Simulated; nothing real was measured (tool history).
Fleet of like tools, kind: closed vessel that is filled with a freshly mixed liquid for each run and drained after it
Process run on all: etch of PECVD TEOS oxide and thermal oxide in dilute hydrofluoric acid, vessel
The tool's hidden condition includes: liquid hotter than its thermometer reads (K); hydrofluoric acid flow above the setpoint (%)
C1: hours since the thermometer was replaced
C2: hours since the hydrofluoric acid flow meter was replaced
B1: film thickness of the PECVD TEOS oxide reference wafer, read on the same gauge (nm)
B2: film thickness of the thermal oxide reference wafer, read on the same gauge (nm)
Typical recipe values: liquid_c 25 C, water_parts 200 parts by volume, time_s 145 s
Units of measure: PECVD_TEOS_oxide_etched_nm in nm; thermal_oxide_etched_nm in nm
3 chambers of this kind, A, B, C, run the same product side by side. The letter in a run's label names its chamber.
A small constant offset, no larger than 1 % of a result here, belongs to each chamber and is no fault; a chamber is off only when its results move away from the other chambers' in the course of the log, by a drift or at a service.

{"run": "1C", "hour": 4.8, "liquid_c": 25, "water_parts": 200, "time_s": 145, "C1": 473.3, "C2": 179, "B1": 40.01, "B2": 80.013, "PECVD_TEOS_oxide_etched_nm": 14.047, "thermal_oxide_etched_nm": 3.1017}
{"run": "2A", "hour": 11.3, "liquid_c": 25, "water_parts": 200, "time_s": 145, "C1": 360.1, "C2": 913.1, "B1": 40.02, "B2": 79.997, "PECVD_TEOS_oxide_etched_nm": 14.104, "thermal_oxide_etched_nm": 3.0828}
{"run": "3B", "hour": 17.0, "liquid_c": 25, "water_parts": 200, "time_s": 145, "C1": 570.2, "C2": 1944, "B1": 40.036, "B2": 79.97, "PECVD_TEOS_oxide_etched_nm": 14.258, "thermal_oxide_etched_nm": 3.0689}
{"run": "4A", "hour": 23.5, "liquid_c": 25, "water_parts": 200, "time_s": 145, "C1": 372.3, "C2": 925.3, "B1": 39.976, "B2": 79.995, "PECVD_TEOS_oxide_etched_nm": 14.131, "thermal_oxide_etched_nm": 3.1151}
{"run": "5C", "hour": 32.9, "liquid_c": 29.5, "water_parts": 200, "time_s": 145, "C1": 501.4, "C2": 207.1, "B1": 40.001, "B2": 80.005, "PECVD_TEOS_oxide_etched_nm": 16.498, "thermal_oxide_etched_nm": 3.6193}
{"run": "6B", "hour": 38.6, "liquid_c": 29.5, "water_parts": 200, "time_s": 145, "C1": 591.8, "C2": 1965.6, "B1": 40.009, "B2": 79.998, "PECVD_TEOS_oxide_etched_nm": 16.646, "thermal_oxide_etched_nm": 3.6521}
{"run": "7C", "hour": 47.6, "liquid_c": 29.5, "water_parts": 200, "time_s": 145, "C1": 516.1, "C2": 221.8, "B1": 39.995, "B2": 79.991, "PECVD_TEOS_oxide_etched_nm": 16.525, "thermal_oxide_etched_nm": 3.6216}
{"run": "8B", "hour": 56.1, "liquid_c": 25, "water_parts": 200, "time_s": 145, "C1": 609.3, "C2": 1983.1, "B1": 40.022, "B2": 79.99, "PECVD_TEOS_oxide_etched_nm": 14.228, "thermal_oxide_etched_nm": 3.0683}
{"run": "9A", "hour": 62.6, "liquid_c": 25, "water_parts": 235, "time_s": 145, "C1": 411.4, "C2": 964.4, "B1": 40.014, "B2": 80.005, "PECVD_TEOS_oxide_etched_nm": 11.562, "thermal_oxide_etched_nm": 2.4749}
{"run": "10B", "hour": 68.0, "liquid_c": 25, "water_parts": 235, "time_s": 145, "C1": 621.2, "C2": 1995, "B1": 40.006, "B2": 80.001, "PECVD_TEOS_oxide_etched_nm": 11.674, "thermal_oxide_etched_nm": 2.521}
{"run": "11C", "hour": 77.1, "liquid_c": 25, "water_parts": 235, "time_s": 145, "C1": 545.6, "C2": 251.3, "B1": 40.021, "B2": 80.008, "PECVD_TEOS_oxide_etched_nm": 11.523, "thermal_oxide_etched_nm": 2.5045}
{"run": "12A", "hour": 81.6, "liquid_c": 25, "water_parts": 200, "time_s": 145, "C1": 430.4, "C2": 983.4, "B1": 39.979, "B2": 79.973, "PECVD_TEOS_oxide_etched_nm": 14.16, "thermal_oxide_etched_nm": 3.0968}
{"run": "13C", "hour": 87.0, "liquid_c": 25, "water_parts": 200, "time_s": 145, "C1": 555.5, "C2": 261.2, "B1": 40.022, "B2": 80.009, "PECVD_TEOS_oxide_etched_nm": 14.096, "thermal_oxide_etched_nm": 3.0112}
{"run": "14A", "hour": 92.1, "liquid_c": 25, "water_parts": 200, "time_s": 145, "C1": 440.9, "C2": 993.9, "B1": 40.018, "B2": 79.996, "PECVD_TEOS_oxide_etched_nm": 14.153, "thermal_oxide_etched_nm": 3.021}
{"run": "15B", "hour": 97.6, "liquid_c": 21, "water_parts": 255, "time_s": 145, "C1": 650.8, "C2": 2024.6, "B1": 39.994, "B2": 79.99, "PECVD_TEOS_oxide_etched_nm": 9.1157, "thermal_oxide_etched_nm": 2.0191}
{"run": "16C", "hour": 105.5, "liquid_c": 21, "water_parts": 255, "time_s": 145, "C1": 574, "C2": 279.7, "B1": 39.978, "B2": 79.975, "PECVD_TEOS_oxide_etched_nm": 9.0633, "thermal_oxide_etched_nm": 1.976}
{"run": "17A", "hour": 111.4, "liquid_c": 21, "water_parts": 255, "time_s": 145, "C1": 460.2, "C2": 1013.2, "B1": 39.966, "B2": 79.996, "PECVD_TEOS_oxide_etched_nm": 9.0691, "thermal_oxide_etched_nm": 1.9517}
{"run": "18B", "hour": 116.8, "liquid_c": 25, "water_parts": 200, "time_s": 145, "C1": 670, "C2": 2043.8, "B1": 40.021, "B2": 80.009, "PECVD_TEOS_oxide_etched_nm": 14.26, "thermal_oxide_etched_nm": 3.1332}
{"run": "19B", "hour": 122.5, "liquid_c": 25, "water_parts": 200, "time_s": 145, "C1": 675.7, "C2": 2049.5, "B1": 40.004, "B2": 80.008, "PECVD_TEOS_oxide_etched_nm": 14.165, "thermal_oxide_etched_nm": 3.1202}
{"run": "20A", "hour": 132.0, "liquid_c": 25, "water_parts": 200, "time_s": 145, "C1": 480.8, "C2": 1033.8, "B1": 40.016, "B2": 80.009, "PECVD_TEOS_oxide_etched_nm": 14.11, "thermal_oxide_etched_nm": 3.0589}
{"hour": 133.2, "done": "chamber B: hydrofluoric acid flow meter replaced"}
{"run": "21C", "hour": 139.3, "liquid_c": 25, "water_parts": 200, "time_s": 145, "C1": 607.8, "C2": 313.5, "B1": 40.015, "B2": 79.983, "PECVD_TEOS_oxide_etched_nm": 14.15, "thermal_oxide_etched_nm": 3.0372}
{"run": "22A", "hour": 143.7, "liquid_c": 25, "water_parts": 200, "time_s": 145, "C1": 492.5, "C2": 1045.5, "B1": 39.977, "B2": 80.026, "PECVD_TEOS_oxide_etched_nm": 14.142, "thermal_oxide_etched_nm": 3.0431}
{"run": "23C", "hour": 153.6, "liquid_c": 25, "water_parts": 200, "time_s": 145, "C1": 622.1, "C2": 327.8, "B1": 40.04, "B2": 80.023, "PECVD_TEOS_oxide_etched_nm": 14.107, "thermal_oxide_etched_nm": 3.169}
{"run": "24B", "hour": 160.6, "liquid_c": 25, "water_parts": 130, "time_s": 145, "C1": 713.8, "C2": 27.5, "B1": 39.982, "B2": 79.962, "PECVD_TEOS_oxide_etched_nm": 23.427, "thermal_oxide_etched_nm": 5.1387}
{"run": "25B", "hour": 167.6, "liquid_c": 25, "water_parts": 130, "time_s": 145, "C1": 720.8, "C2": 34.5, "B1": 40.022, "B2": 79.997, "PECVD_TEOS_oxide_etched_nm": 23.613, "thermal_oxide_etched_nm": 5.0899}
{"run": "26C", "hour": 175.8, "liquid_c": 25, "water_parts": 130, "time_s": 145, "C1": 644.3, "C2": 350, "B1": 40.019, "B2": 80.019, "PECVD_TEOS_oxide_etched_nm": 23.346, "thermal_oxide_etched_nm": 5.0934}
{"run": "27A", "hour": 184.8, "liquid_c": 25, "water_parts": 200, "time_s": 145, "C1": 533.6, "C2": 1086.6, "B1": 40.001, "B2": 80.006, "PECVD_TEOS_oxide_etched_nm": 14.134, "thermal_oxide_etched_nm": 3.0498}
{"run": "28C", "hour": 192.6, "liquid_c": 25, "water_parts": 200, "time_s": 145, "C1": 661.1, "C2": 366.8, "B1": 40.022, "B2": 80.024, "PECVD_TEOS_oxide_etched_nm": 14.097, "thermal_oxide_etched_nm": 3.0762}
{"run": "29B", "hour": 202.4, "liquid_c": 25, "water_parts": 200, "time_s": 145, "C1": 755.6, "C2": 69.3, "B1": 39.999, "B2": 80.026, "PECVD_TEOS_oxide_etched_nm": 14.346, "thermal_oxide_etched_nm": 3.1337}

The same settings go to every chamber for the next run, one line per chamber below. Forecast the results for each:
{"run": "30A", "hour": 209.4, "liquid_c": 25, "water_parts": 200, "time_s": 185, "PECVD_TEOS_oxide_etched_nm": "?", "thermal_oxide_etched_nm": "?"}
{"run": "30B", "hour": 209.4, "liquid_c": 25, "water_parts": 200, "time_s": 185, "PECVD_TEOS_oxide_etched_nm": "?", "thermal_oxide_etched_nm": "?"}
{"run": "30C", "hour": 209.4, "liquid_c": 25, "water_parts": 200, "time_s": 185, "PECVD_TEOS_oxide_etched_nm": "?", "thermal_oxide_etched_nm": "?"}

run=30A PECVD_TEOS_oxide_etched_nm=17.984 thermal_oxide_etched_nm=3.8896
run=30B PECVD_TEOS_oxide_etched_nm=18.123 thermal_oxide_etched_nm=3.9888
run=30C PECVD_TEOS_oxide_etched_nm=18.11 thermal_oxide_etched_nm=3.9872
